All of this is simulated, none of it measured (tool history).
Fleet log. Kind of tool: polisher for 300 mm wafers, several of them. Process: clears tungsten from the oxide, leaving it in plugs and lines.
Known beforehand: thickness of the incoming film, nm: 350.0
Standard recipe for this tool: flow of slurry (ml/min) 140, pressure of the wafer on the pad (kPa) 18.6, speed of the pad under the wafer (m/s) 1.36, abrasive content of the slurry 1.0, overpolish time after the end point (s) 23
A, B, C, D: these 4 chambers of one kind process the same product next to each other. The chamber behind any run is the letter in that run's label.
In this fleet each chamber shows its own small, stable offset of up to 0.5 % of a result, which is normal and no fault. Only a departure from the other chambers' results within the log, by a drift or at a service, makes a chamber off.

| run | hour | flow of slurry (ml/min) | pressure of the wafer on the pad (kPa) | speed of the pad under the wafer (m/s) | abrasive content of the slurry | overpolish time after the end point (s) | time until the end point was called (s) |
|---|---|---|---|---|---|---|---|
| 1A | 8.3 | 140 | 18.6 | 1.36 | 1.0 | 23 | 72.014 |
|  | 18.0 | chamber C: worn pad replaced by a new one |
| 2C | 21.7 | 140 | 18.6 | 1.36 | 1.0 | 23 | 71.469 |
|  | 27.5 | chamber B: worn pad replaced by a new one |
|  | 30.5 | chamber A: worn pad replaced by a new one |
|  | 32.4 | chamber B: slurry blender recalibrated |
| 3B | 35.4 | 140 | 18.6 | 1.36 | 1.0 | 23 | 70.883 |
| 4D | 42.1 | 140 | 18.6 | 1.36 | 1.0 | 23 | 71.981 |
|  | 42.9 | chamber B: slurry tank refilled with fresh slurry and peroxide |
| 5A | 48.6 | 140 | 18.6 | 1.36 | 1.0 | 23 | 71.387 |
|  | 51.9 | chamber D: slurry tank refilled with fresh slurry and peroxide |
|  | 53.5 | chamber D: worn pad replaced by a new one |
| 6D | 61.7 | 140 | 18.6 | 1.36 | 1.0 | 23 | 72.351 |
|  | 65.6 | chamber A: slurry tank refilled with fresh slurry and peroxide |
| 7B | 71.7 | 140 | 18.6 | 1.36 | 1.0 | 23 | 71.487 |
|  | 72.5 | chamber C: slurry blender recalibrated |
| 8C | 78.3 | 140 | 18.6 | 1.36 | 1.0 | 23 | 71.523 |
|  | 83.7 | chamber A: worn pad replaced by a new one |
| 9C | 84.9 | 140 | 18.6 | 1.36 | 1.0 | 23 | 72.900 |
|  | 90.6 | chamber A: slurry blender recalibrated |
|  | 93.3 | chamber A: head pressure recalibrated |
| 10B | 98.0 | 140 | 18.6 | 1.36 | 1.1 | 23 | 68.910 |
|  | 99.6 | chamber D: slurry tank refilled with fresh slurry and peroxide |
| 11A | 107.6 | 140 | 18.6 | 1.36 | 1.1 | 23 | 75.103 |
| 12D | 117.8 | 140 | 18.6 | 1.36 | 1.1 | 23 | 69.362 |
|  | 118.7 | chamber A: slurry nozzle cleaned |
|  | 122.4 | chamber B: slurry tank refilled with fresh slurry and peroxide |
| 13B | 124.0 | 140 | 18.6 | 1.36 | 1.1 | 23 | 69.438 |
|  | 125.8 | chamber D: worn pad replaced by a new one |
| 14A | 137.3 | 140 | 18.6 | 1.36 | 1.0 | 23 | 77.142 |
|  | 139.2 | chamber A: worn pad replaced by a new one |
|  | 140.5 | chamber C: slurry tank refilled with fresh slurry and peroxide |
|  | 143.3 | chamber C: worn pad replaced by a new one |
| 15C | 146.1 | 140 | 18.6 | 1.36 | 1.0 | 23 | 72.027 |
|  | 147.1 | chamber D: slurry tank refilled with fresh slurry and peroxide |
|  | 157.9 | chamber A: slurry tank refilled with fresh slurry and peroxide |
| 16D | 160.0 | 140 | 18.6 | 1.36 | 1.0 | 23 | 71.558 |
| 17B | 167.4 | 140 | 18.6 | 1.36 | 1.0 | 23 | 70.940 |
| 18A | 176.3 | 140 | 18.6 | 1.36 | 1.0 | 23 | 77.199 |
|  | 176.9 | chamber B: worn pad replaced by a new one |
|  | 179.1 | chamber C: slurry blender recalibrated |
|  | 179.7 | chamber B: slurry nozzle cleaned |
| 19C | 184.3 | 140 | 18.6 | 1.36 | 1.0 | 23 | 72.124 |
|  | 189.6 | chamber A: worn pad replaced by a new one |
| 20D | 192.5 | 140 | 18.6 | 1.36 | 1.0 | 23 | 71.628 |
|  | 193.0 | chamber B: slurry tank refilled with fresh slurry and peroxide |
|  | 193.6 | chamber D: slurry tank refilled with fresh slurry and peroxide |
|  | 193.8 | chamber D: slurry nozzle cleaned |
| 21C | 201.4 | 140 | 18.6 | 1.36 | 1.0 | 23 | 73.705 |
| 22A | 207.9 | 140 | 18.6 | 1.36 | 1.0 | 23 | 76.220 |
| 23B | 217.5 | 95 | 18.6 | 0.96 | 1.0 | 23 | 107.790 |
|  | 219.2 | chamber D: worn pad replaced by a new one |
| 24D | 224.4 | 95 | 18.6 | 0.96 | 1.0 | 23 | 110.420 |
| 25C | 232.0 | 95 | 18.6 | 0.96 | 1.0 | 23 | 110.610 |
| 26B | 241.0 | 95 | 18.6 | 0.96 | 1.0 | 23 | 108.430 |
|  | 248.3 | chamber A: slurry tank refilled with fresh slurry and peroxide |
|  | 251.4 | chamber A: worn pad replaced by a new one |
|  | 253.6 | chamber D: slurry tank refilled with fresh slurry and peroxide |
| 27D | 254.3 | 140 | 18.6 | 1.36 | 1.0 | 23 | 71.902 |
| 28A | 266.3 | 140 | 18.6 | 1.36 | 1.0 | 23 | 76.434 |

Predict what each chamber gives when all 4 of them run the settings below next.
| 29A | 276.4 | 140 | 18.6 | 1.36 | 1.0 | 23 | ? |
| 29B | 276.4 | 140 | 18.6 | 1.36 | 1.0 | 23 | ? |
| 29C | 276.4 | 140 | 18.6 | 1.36 | 1.0 | 23 | ? |
| 29D | 276.4 | 140 | 18.6 | 1.36 | 1.0 | 23 | ? |

| run | time until the end point was called (s) |
|---|---|
| 29A | 76.666 |
| 29B | 70.567 |
| 29C | 72.075 |
| 29D | 71.957 |
